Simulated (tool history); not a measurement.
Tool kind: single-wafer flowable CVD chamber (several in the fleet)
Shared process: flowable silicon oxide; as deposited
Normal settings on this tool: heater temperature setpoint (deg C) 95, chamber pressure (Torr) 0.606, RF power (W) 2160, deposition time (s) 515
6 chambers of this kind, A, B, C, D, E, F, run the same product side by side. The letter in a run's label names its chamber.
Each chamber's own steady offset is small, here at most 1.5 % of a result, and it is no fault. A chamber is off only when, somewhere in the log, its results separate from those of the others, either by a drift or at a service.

run     day  heater temperature setpoint (deg C)  chamber pressure (Torr)  RF power (W)  deposition time (s)  read-back reference wafer on the same gauge, thickness_nm  mean film thickness on the monitor wafer (Å)
 1D   0.325                                   95                    0.606          2160                  515                                                     268.02                                        2599.3
 2E   0.542                                   95                    0.606          2160                  515                                                     267.95                                        2557.9
 3B   0.833                                   95                    0.606          2160                  515                                                     267.91                                        2590.7
 4C   1.012                                   95                    0.606          2160                  515                                                     268.01                                        2572.6
 5F   1.354                                   95                    0.606          2160                  515                                                     267.88                                        2545.7
 6A   1.633                                   95                    0.606          2160                  515                                                     267.94                                          2579
 7C   1.862                                   95                    0.606          2160                  515                                                     268.07                                        2582.8
 8B   2.067                                   95                    0.606          2160                  515                                                     267.95                                          2593
 9E   2.379                                   95                    0.606          2160                  564                                                     268.03                                        2797.2
10D   2.579                                   95                    0.606          2160                  564                                                     268.03                                        2836.6
11A     2.9                                   95                    0.606          2160                  564                                                     267.98                                        2833.8
12F   3.062                                   95                    0.606          2160                  564                                                     268.07                                        2801.6
13A   3.412                                   95                    0.606          2160                  564                                                     268.04                                        2832.4
14C   3.575                                   95                    0.606          2160                  564                                                     268.05                                        2819.1
15D   3.888                                   95                    0.606          2160                  515                                                     267.97                                        2591.6
16F   4.217                                   95                    0.606          2160                  515                                                     268.11                                        2542.2
17B    4.45                                   95                    0.606          2160                  515                                                     268.18                                        2588.3
18E   4.729                                   95                    0.606          2160                  515                                                     268.02                                        2546.9
19A   5.033                                   95                    0.555          2445                  515                                                     267.94                                          2326
20C   5.246                                   95                    0.555          2445                  515                                                     268.01                                        2323.6
21B   5.454                                   95                    0.555          2445                  515                                                     268.08                                        2334.1
22E   5.696                                   95                    0.555          2445                  515                                                     268.05                                        2284.2
23D     5.9                                   95                    0.555          2445                  515                                                     268.02                                        2325.5
24F   6.108                                   95                    0.555          2445                  515                                                     267.93                                        2293.1
      6.329  -- chamber C: RF generator calibrated
25C   6.429                                   95                    0.606          2160                  515                                                     268.09                                        2575.5
26B   6.783                                   95                    0.606          2160                  515                                                     268.02                                        2585.5
27E   7.142                                   95                    0.606          2160                  515                                                     268.11                                        2518.2
28D   7.396                                   95                    0.606          2160                  515                                                     267.94                                        2602.1
29F   7.638                                   95                    0.606          2160                  515                                                     268.19                                        2556.9
30A   7.892                                   90                    0.518          2160                  515                                                     267.93                                        2430.4
31E   8.229                                   90                    0.518          2160                  515                                                     268.04                                        2379.3
      8.454  -- chamber A: RF generator calibrated
32A   8.483                                   90                    0.518          2160                  515                                                     268.03                                        2430.1
33F   8.829                                   90                    0.518          2160                  515                                                     268.08                                        2417.4
34D       9                                   90                    0.518          2160                  515                                                     268.04                                        2452.8
35C   9.212                                   90                    0.518          2160                  515                                                     267.95                                        2456.3
36B   9.529                                   95                    0.606          2160                  515                                                        268                                        2590.1
37E   9.754                                   95                    0.606          2160                  515                                                        268                                        2494.4
38C   9.988                                   95                    0.606          2160                  515                                                     268.09                                        2577.1
39B  10.179                                   95                    0.606          2160                  515                                                     267.95                                        2580.4
40A  10.379                                   95                    0.606          2160                  515                                                     267.98                                        2583.6
41F  10.712                                   95                    0.606          2160                  515                                                     267.93                                        2542.1
42D  10.942                                   95                    0.606          2160                  515                                                     267.99                                        2590.4

All 6 chambers run these settings next. Forecast each chamber's results:
43A  11.204                                   95                    0.606          2160                  454                                                                                                        ?
43B  11.204                                   95                    0.606          2160                  454                                                                                                        ?
43C  11.204                                   95                    0.606          2160                  454                                                                                                        ?
43D  11.204                                   95                    0.606          2160                  454                                                                                                        ?
43E  11.204                                   95                    0.606          2160                  454                                                                                                        ?
43F  11.204                                   95                    0.606          2160                  454                                                                                                        ?

run  mean film thickness on the monitor wafer (Å)
43A                                        2281.4
43B                                          2288
43C                                        2271.2
43D                                        2283.1
43E                                        2184.1
43F                                        2244.1
